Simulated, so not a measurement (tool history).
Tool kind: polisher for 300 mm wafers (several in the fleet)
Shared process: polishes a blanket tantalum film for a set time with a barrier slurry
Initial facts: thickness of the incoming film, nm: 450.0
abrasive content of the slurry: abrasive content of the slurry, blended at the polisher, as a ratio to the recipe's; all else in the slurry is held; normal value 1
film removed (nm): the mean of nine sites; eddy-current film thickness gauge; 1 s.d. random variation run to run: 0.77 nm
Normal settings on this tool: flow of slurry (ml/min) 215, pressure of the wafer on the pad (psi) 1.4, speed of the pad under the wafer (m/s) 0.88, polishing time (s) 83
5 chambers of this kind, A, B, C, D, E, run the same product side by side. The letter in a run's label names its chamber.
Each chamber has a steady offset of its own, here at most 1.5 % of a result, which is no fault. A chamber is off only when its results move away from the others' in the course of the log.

run	hour	flow of slurry (ml/min)	pressure of the wafer on the pad (psi)	speed of the pad under the wafer (m/s)	abrasive content of the slurry	polishing time (s)	wafers polished on this pad	hours since the slurry nozzle was cleaned	hours since the head pressure was calibrated	hours since the slurry blender was calibrated	film removed (nm)
1A	4.1	215	1.4	0.88	1	83	730	21.4	147.2	243.8	91.925
2E	11.2	215	1.4	0.88	1	83	909	348.5	1091.8	340	91.831
3D	18.5	215	1.4	0.88	1	83	520	464.8	650.4	30.3	92.355
# hour 22.2: chamber D: slurry nozzle cleaned
4B	23.3	215	1.4	0.88	1	83	1053	110.6	495.3	381.7	90.873
# hour 25.9: chamber C: slurry blender recalibrated
# hour 28.7: chamber D: worn pad replaced by a new one
5C	31.7	290	1.4	0.88	1	94	1204	83.4	550.3	5.9	107.33
# hour 35.2: chamber C: worn pad replaced by a new one
6E	36.8	290	1.4	0.88	1	94	1065	374.1	1117.4	365.6	107.58
# hour 37.4: chamber E: slurry blender recalibrated
7A	40.5	290	1.4	0.88	1	94	952	57.8	183.6	280.2	106.23
8D	45.8	290	1.4	0.88	1	94	104	23.6	677.7	57.6	109.09
# hour 48.4: chamber E: slurry nozzle cleaned
9B	49.5	290	1.4	0.88	1	94	1212	136.8	521.5	407.9	107.71
10C	55.8	215	1.4	0.88	1	83	125	107.5	574.4	30	92.884
# hour 57.7: chamber B: worn pad replaced by a new one
11E	60.8	215	1.4	0.88	1	83	1211	12.5	1141.4	23.4	92.319
12B	68.3	215	1.4	0.88	1	83	64	155.6	540.3	426.7	91.902
# hour 74.1: chamber B: slurry blender recalibrated
13A	75.3	215	1.4	0.88	1	83	1164	92.6	218.4	315	91.982
14D	79.4	215	1.4	0.88	1	83	309	57.2	711.3	91.2	93.337
# hour 80.7: chamber A: slurry blender recalibrated
15C	86.2	215	1.4	0.88	1	83	310	137.9	604.8	60.4	92.892
16C	93.6	215	1.4	0.88	1	83	355	145.3	612.2	67.8	91.675
17D	100.6	215	1.4	0.88	1	83	438	78.4	732.5	112.4	92.295
# hour 102: chamber A: worn pad replaced by a new one
18A	104.3	215	1.4	0.88	1	83	14	121.6	247.4	23.6	92.229
# hour 111.1: chamber E: worn pad replaced by a new one
19E	112	215	1.4	0.88	1	83	6	63.7	1192.6	74.6	92.192
# hour 116.7: chamber D: worn pad replaced by a new one
20B	117.1	215	1.4	0.88	1	83	362	204.4	589.1	43	90.638
# hour 120.1: chamber C: head pressure recalibrated
21A	120.8	215	1.4	0.88	1	83	114	138.1	263.9	40.1	91.148
22E	127.6	215	1.8	0.88	1	83	101	79.3	1208.2	90.2	119.74
# hour 127.8: chamber D: head pressure recalibrated
23C	133	215	1.8	0.88	1	83	595	184.7	12.9	107.2	132.43
24B	139.1	215	1.8	0.88	1	83	496	226.4	611.1	65	117.08
# hour 139.9: chamber C: slurry blender recalibrated
25D	147.5	215	1.8	0.88	1	83	187	125.3	19.8	159.3	119.1
26C	153.3	215	1.8	0.88	1	83	719	205	33.2	13.5	130.19
27E	161.6	215	1.4	0.88	1	83	308	113.3	1242.2	124.2	91.527
28D	167.4	215	1.4	0.88	1	83	309	145.2	39.7	179.2	92.42
29A	174.4	215	1.8	0.88	1	62	441	191.7	317.5	93.7	87.849
30B	180	215	1.8	0.88	1	62	745	267.3	652	105.9	88.808
31E	183.8	215	1.8	0.88	1	62	443	135.5	1264.4	146.4	88.409
32D	189.5	215	1.8	0.88	1	62	443	167.3	61.8	201.3	88.921
33C	194.1	215	1.8	0.88	1	62	968	245.8	74	54.3	98.074
34A	198.1	215	1.4	0.88	1	83	585	215.4	341.2	117.4	92.477
35B	202.6	215	1.4	1.1	1	111	883	289.9	674.6	128.5	153.01

Decide between three cases: one chamber stands off from its peers, the gauge reading all wafers drifts, or nothing is wrong past each chamber's small offset. Where a chamber is off, say which and what most likely put it there.

A service on chamber C put it out of line with the rest.
Most likely cause: head's pressure above its setpoint, % = 10.1.

Here are 4 candidates for chamber C's next run, each the usual settings with a change, their results left as question marks. Which one brings its results back in line with what the others give on the usual settings?
Counts as in line when no further than this from what the other chambers average on the usual settings: film removed (nm) 2.7
36C-1	208.6	210	1.4	0.88	1	75					?
36C-2	208.6	215	1.4	0.96	1	90					?
36C-3	208.6	215	1.4	0.88	0.6	83					?
36C-4	208.6	220	1.4	0.96	1	83					?

The other chambers' mean on the usual settings: film removed (nm) 92.044
run	film removed (nm)
36C-1	91.68
36C-2	120.25
36C-3	85.75
36C-4	111.21
Change 36C-1 lands the chamber within the allowed miss of the other chambers.

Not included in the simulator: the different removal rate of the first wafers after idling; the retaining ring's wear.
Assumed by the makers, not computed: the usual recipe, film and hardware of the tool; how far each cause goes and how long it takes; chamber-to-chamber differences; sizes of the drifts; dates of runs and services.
